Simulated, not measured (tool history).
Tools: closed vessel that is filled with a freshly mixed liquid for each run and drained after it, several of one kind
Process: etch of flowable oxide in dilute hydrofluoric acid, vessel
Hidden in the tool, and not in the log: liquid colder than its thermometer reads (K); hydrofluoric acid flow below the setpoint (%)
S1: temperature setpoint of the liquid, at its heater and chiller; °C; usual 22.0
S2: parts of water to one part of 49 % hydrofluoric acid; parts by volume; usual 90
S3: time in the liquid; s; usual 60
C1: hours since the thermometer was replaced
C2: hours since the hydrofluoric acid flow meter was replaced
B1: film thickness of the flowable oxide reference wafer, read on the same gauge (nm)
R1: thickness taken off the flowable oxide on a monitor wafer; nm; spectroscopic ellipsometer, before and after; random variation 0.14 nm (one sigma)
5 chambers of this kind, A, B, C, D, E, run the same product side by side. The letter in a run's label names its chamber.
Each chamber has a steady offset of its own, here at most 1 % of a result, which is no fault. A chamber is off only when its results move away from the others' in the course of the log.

{"run": "1E", "hour": 4.8, "S1": 22.0, "S2": 90, "S3": 60, "C1": 35.9, "C2": 1495.5, "B1": 130.02, "R1": 36.096}
{"run": "2D", "hour": 11.6, "S1": 22.0, "S2": 90, "S3": 60, "C1": 1274.3, "C2": 210.2, "B1": 130.0, "R1": 35.907}
{"run": "3A", "hour": 15.2, "S1": 22.0, "S2": 90, "S3": 60, "C1": 396.9, "C2": 1228.8, "B1": 130.01, "R1": 36.041}
{"run": "4C", "hour": 21.3, "S1": 22.0, "S2": 90, "S3": 60, "C1": 1371.6, "C2": 451.1, "B1": 129.99, "R1": 36.161}
{"run": "5B", "hour": 27.3, "S1": 22.0, "S2": 90, "S3": 60, "C1": 959.9, "C2": 183.0, "B1": 129.98, "R1": 35.992}
{"run": "6B", "hour": 30.9, "S1": 22.0, "S2": 90, "S3": 60, "C1": 963.5, "C2": 186.6, "B1": 129.99, "R1": 36.164}
{"run": "7E", "hour": 37.2, "S1": 22.0, "S2": 90, "S3": 60, "C1": 68.3, "C2": 1527.9, "B1": 129.98, "R1": 36.107}
{"run": "8C", "hour": 41.7, "S1": 22.0, "S2": 90, "S3": 60, "C1": 1392.0, "C2": 471.5, "B1": 130.0, "R1": 36.012}
{"run": "9D", "hour": 48.5, "S1": 22.0, "S2": 90, "S3": 60, "C1": 1311.2, "C2": 247.1, "B1": 129.99, "R1": 36.084}
{"run": "10A", "hour": 55.0, "S1": 22.0, "S2": 90, "S3": 60, "C1": 436.7, "C2": 1268.6, "B1": 129.99, "R1": 35.926}
{"hour": 55.1, "done": "chamber A: hydrofluoric acid flow meter replaced"}
{"run": "11B", "hour": 62.7, "S1": 22.0, "S2": 65, "S3": 80, "C1": 995.3, "C2": 218.4, "B1": 130.01, "R1": 68.205}
{"hour": 67.3, "done": "chamber E: hydrofluoric acid flow meter replaced"}
{"run": "12C", "hour": 68.5, "S1": 22.0, "S2": 65, "S3": 80, "C1": 1418.8, "C2": 498.3, "B1": 130.0, "R1": 68.828}
{"hour": 72.7, "done": "chamber B: thermometer replaced"}
{"run": "13E", "hour": 74.0, "S1": 22.0, "S2": 65, "S3": 80, "C1": 105.1, "C2": 6.8, "B1": 130.01, "R1": 68.926}
{"run": "14D", "hour": 80.9, "S1": 22.0, "S2": 65, "S3": 80, "C1": 1343.6, "C2": 279.5, "B1": 130.02, "R1": 68.47}
{"run": "15A", "hour": 88.9, "S1": 22.0, "S2": 65, "S3": 80, "C1": 470.6, "C2": 33.9, "B1": 130.0, "R1": 68.094}
{"run": "16E", "hour": 95.6, "S1": 22.0, "S2": 90, "S3": 60, "C1": 126.7, "C2": 28.4, "B1": 130.01, "R1": 36.379}
{"run": "17D", "hour": 102.6, "S1": 22.0, "S2": 90, "S3": 60, "C1": 1365.3, "C2": 301.2, "B1": 130.0, "R1": 35.752}
{"run": "18B", "hour": 107.2, "S1": 22.0, "S2": 90, "S3": 60, "C1": 34.5, "C2": 262.9, "B1": 129.99, "R1": 36.246}
{"run": "19C", "hour": 114.1, "S1": 22.0, "S2": 90, "S3": 60, "C1": 1464.4, "C2": 543.9, "B1": 130.0, "R1": 36.057}
{"run": "20A", "hour": 119.3, "S1": 22.0, "S2": 90, "S3": 60, "C1": 501.0, "C2": 64.3, "B1": 130.0, "R1": 35.941}
{"run": "21E", "hour": 126.0, "S1": 22.0, "S2": 90, "S3": 50, "C1": 157.1, "C2": 58.8, "B1": 130.0, "R1": 30.319}
{"run": "22B", "hour": 132.6, "S1": 22.0, "S2": 90, "S3": 50, "C1": 59.9, "C2": 288.3, "B1": 129.99, "R1": 30.086}
{"run": "23D", "hour": 137.5, "S1": 22.0, "S2": 90, "S3": 50, "C1": 1400.2, "C2": 336.1, "B1": 130.0, "R1": 30.149}
{"run": "24C", "hour": 144.6, "S1": 22.0, "S2": 90, "S3": 50, "C1": 1494.9, "C2": 574.4, "B1": 129.99, "R1": 30.027}
{"run": "25A", "hour": 152.3, "S1": 22.0, "S2": 90, "S3": 50, "C1": 534.0, "C2": 97.3, "B1": 130.0, "R1": 30.039}
{"run": "26D", "hour": 159.3, "S1": 22.0, "S2": 90, "S3": 30, "C1": 1422.0, "C2": 357.9, "B1": 130.01, "R1": 18.08}
{"run": "27A", "hour": 163.4, "S1": 22.0, "S2": 90, "S3": 30, "C1": 545.1, "C2": 108.4, "B1": 130.0, "R1": 18.026}
{"run": "28B", "hour": 168.0, "S1": 22.0, "S2": 90, "S3": 30, "C1": 95.3, "C2": 323.7, "B1": 129.99, "R1": 17.964}
{"hour": 171.7, "done": "chamber A: thermometer replaced"}
{"run": "29C", "hour": 174.7, "S1": 22.0, "S2": 90, "S3": 30, "C1": 1525.0, "C2": 604.5, "B1": 130.01, "R1": 17.894}
{"run": "30E", "hour": 180.8, "S1": 22.0, "S2": 90, "S3": 30, "C1": 211.9, "C2": 113.6, "B1": 129.98, "R1": 18.036}
{"run": "31E", "hour": 188.5, "S1": 22.0, "S2": 90, "S3": 60, "C1": 219.6, "C2": 121.3, "B1": 129.99, "R1": 36.102}
{"run": "32A", "hour": 194.6, "S1": 22.0, "S2": 90, "S3": 60, "C1": 22.9, "C2": 139.6, "B1": 130.01, "R1": 35.773}
{"run": "33B", "hour": 198.2, "S1": 22.0, "S2": 90, "S3": 60, "C1": 125.5, "C2": 353.9, "B1": 129.99, "R1": 36.195}
{"run": "34D", "hour": 203.4, "S1": 22.0, "S2": 90, "S3": 60, "C1": 1466.1, "C2": 402.0, "B1": 129.99, "R1": 35.914}
{"run": "35C", "hour": 210.0, "S1": 19.5, "S2": 90, "S3": 70, "C1": 1560.3, "C2": 639.8, "B1": 130.03, "R1": 37.899}
{"run": "36A", "hour": 214.7, "S1": 19.5, "S2": 90, "S3": 70, "C1": 43.0, "C2": 159.7, "B1": 130.01, "R1": 38.042}
{"run": "37D", "hour": 218.9, "S1": 19.5, "S2": 90, "S3": 70, "C1": 1481.6, "C2": 417.5, "B1": 130.0, "R1": 38.049}
{"run": "38C", "hour": 224.6, "S1": 19.5, "S2": 90, "S3": 70, "C1": 1574.9, "C2": 654.4, "B1": 130.02, "R1": 38.093}
{"run": "39E", "hour": 229.8, "S1": 19.5, "S2": 90, "S3": 70, "C1": 260.9, "C2": 162.6, "B1": 129.99, "R1": 37.97}

What goes on in this fleet: one chamber off, a drifting gauge, or nothing beyond the chambers' own small offsets? Name the chamber and the cause, if any.

No chamber stands off beyond its own small offset, and the gauge holds steady.
